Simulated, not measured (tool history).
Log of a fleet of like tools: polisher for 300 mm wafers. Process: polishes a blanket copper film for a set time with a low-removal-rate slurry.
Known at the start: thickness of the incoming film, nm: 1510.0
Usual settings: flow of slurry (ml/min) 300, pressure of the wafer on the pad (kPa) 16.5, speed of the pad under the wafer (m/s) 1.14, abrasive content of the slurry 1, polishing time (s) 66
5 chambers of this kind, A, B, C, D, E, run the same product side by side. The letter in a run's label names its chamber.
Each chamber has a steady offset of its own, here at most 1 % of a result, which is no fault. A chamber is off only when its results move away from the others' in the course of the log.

run,hour,flow of slurry (ml/min),pressure of the wafer on the pad (kPa),speed of the pad under the wafer (m/s),abrasive content of the slurry,polishing time (s),wafers polished on this pad,hours since the slurry nozzle was cleaned,hours since the head pressure was calibrated,hours since the slurry blender was calibrated,film removed (Å)
# hour 3.4: chamber D: slurry blender recalibrated
1E,5.8,300,16.5,1.14,1,66,748,442.9,351.7,156.4,1998.5
# hour 10.2: chamber C: slurry blender recalibrated
2D,13.6,300,16.5,1.14,1,66,622,315.8,96.8,10.2,1967.7
3B,19.1,300,16.5,1.14,1,66,580,106.7,805.3,124.8,1977.4
# hour 20.1: chamber B: worn pad replaced by a new one
4A,23.0,300,16.5,1.14,1,66,640,612.8,559.3,144.2,1999.9
5C,30.1,300,16.5,1.14,1,66,430,215.9,256.4,20.0,2043.2
6C,34.4,340,14.5,1.14,1,66,453,220.2,260.7,24.3,1779.4
7A,38.8,340,14.5,1.14,1,66,727,628.6,575.1,160.0,1765.8
8D,44.6,340,14.5,1.14,1,66,793,346.8,127.8,41.2,1769.6
# hour 45.1: chamber E: worn pad replaced by a new one
9B,51.6,340,14.5,1.14,1,66,173,139.2,837.8,157.3,1770.8
10E,55.7,340,14.5,1.14,1,66,58,492.8,401.6,206.3,1810.9
11B,59.4,300,16.5,1.14,1,66,216,147.0,845.6,165.1,1973.0
# hour 61.2: chamber D: worn pad replaced by a new one
12E,66.1,300,16.5,1.14,1,66,115,503.2,412.0,216.7,2012.2
# hour 71.4: chamber A: slurry nozzle cleaned
# hour 72.9: chamber B: slurry blender recalibrated
13A,73.0,300,16.5,1.14,1,66,915,1.6,609.3,194.2,1983.6
# hour 74.5: chamber C: worn pad replaced by a new one
14D,81.2,300,16.5,1.14,1,66,110,383.4,164.4,77.8,1965.8
# hour 83.2: chamber C: slurry nozzle cleaned
15C,89.0,300,16.5,1.14,1,66,80,5.8,315.3,78.9,2024.9
16A,92.7,300,16.5,1.14,1,66,1024,21.3,629.0,213.9,2016.4
17B,100.2,300,14.5,1.14,1,66,441,187.8,886.4,27.4,1760.8
18E,105.5,300,14.5,1.14,1,66,332,542.6,451.4,256.1,1765.7
# hour 108.0: chamber B: worn pad replaced by a new one
19C,111.5,300,14.5,1.14,1,66,204,28.3,337.8,101.4,1759.4
20D,119.4,300,14.5,1.14,1,66,320,421.6,202.6,116.0,1749.4
# hour 122.1: chamber A: worn pad replaced by a new one
21E,125.2,300,14.5,1.14,1,66,441,562.3,471.1,275.8,1754.9
# hour 126.4: chamber A: slurry blender recalibrated
22A,133.3,300,16.5,1.14,1,66,62,61.9,669.6,6.9,2021.6
23B,137.5,300,16.5,1.14,1,66,162,225.1,923.7,64.7,1967.7
24D,143.5,300,16.5,1.14,1,66,453,445.7,226.7,140.1,1990.4
# hour 151.2: chamber C: head pressure recalibrated
25C,151.7,300,16.5,1.14,1,66,425,68.5,0.5,141.6,2008.4
26A,158.0,300,16.5,1.14,1,66,198,86.6,694.3,31.6,1994.0
# hour 165.8: chamber B: slurry nozzle cleaned
27C,166.0,300,16.5,1.14,1,66,504,82.8,14.8,155.9,2009.9
28D,172.3,300,16.5,1.14,1,66,612,474.5,255.5,168.9,1968.0
29B,178.6,300,16.5,1.14,1,66,388,12.8,964.8,105.8,1981.4
30E,185.0,300,16.5,1.14,1,66,770,622.1,530.9,335.6,2019.9
31C,193.3,300,16.5,1.14,1,66,654,110.1,42.1,183.2,2011.3
# hour 195.4: chamber B: worn pad replaced by a new one
# hour 200.5: chamber D: worn pad replaced by a new one
32D,201.6,300,16.5,1.14,1,66,6,503.8,284.8,198.2,1956.5
33A,208.2,385,16.5,1.14,1,74,474,136.8,744.5,81.8,2240.8
34B,212.0,385,16.5,1.14,1,74,91,46.2,998.2,139.2,2288.7
35E,217.6,385,16.5,1.14,1,74,950,654.7,563.5,368.2,2293.3
36E,221.4,385,16.5,1.14,1,74,971,658.5,567.3,372.0,2256.6
37A,225.3,385,16.5,1.14,1,74,568,153.9,761.6,98.9,2285.4

What goes on in this fleet: one chamber off, a drifting gauge, or nothing beyond the chambers' own small offsets? Name the chamber and the cause, if any.

No chamber stands off beyond its own small offset, and the gauge holds steady.
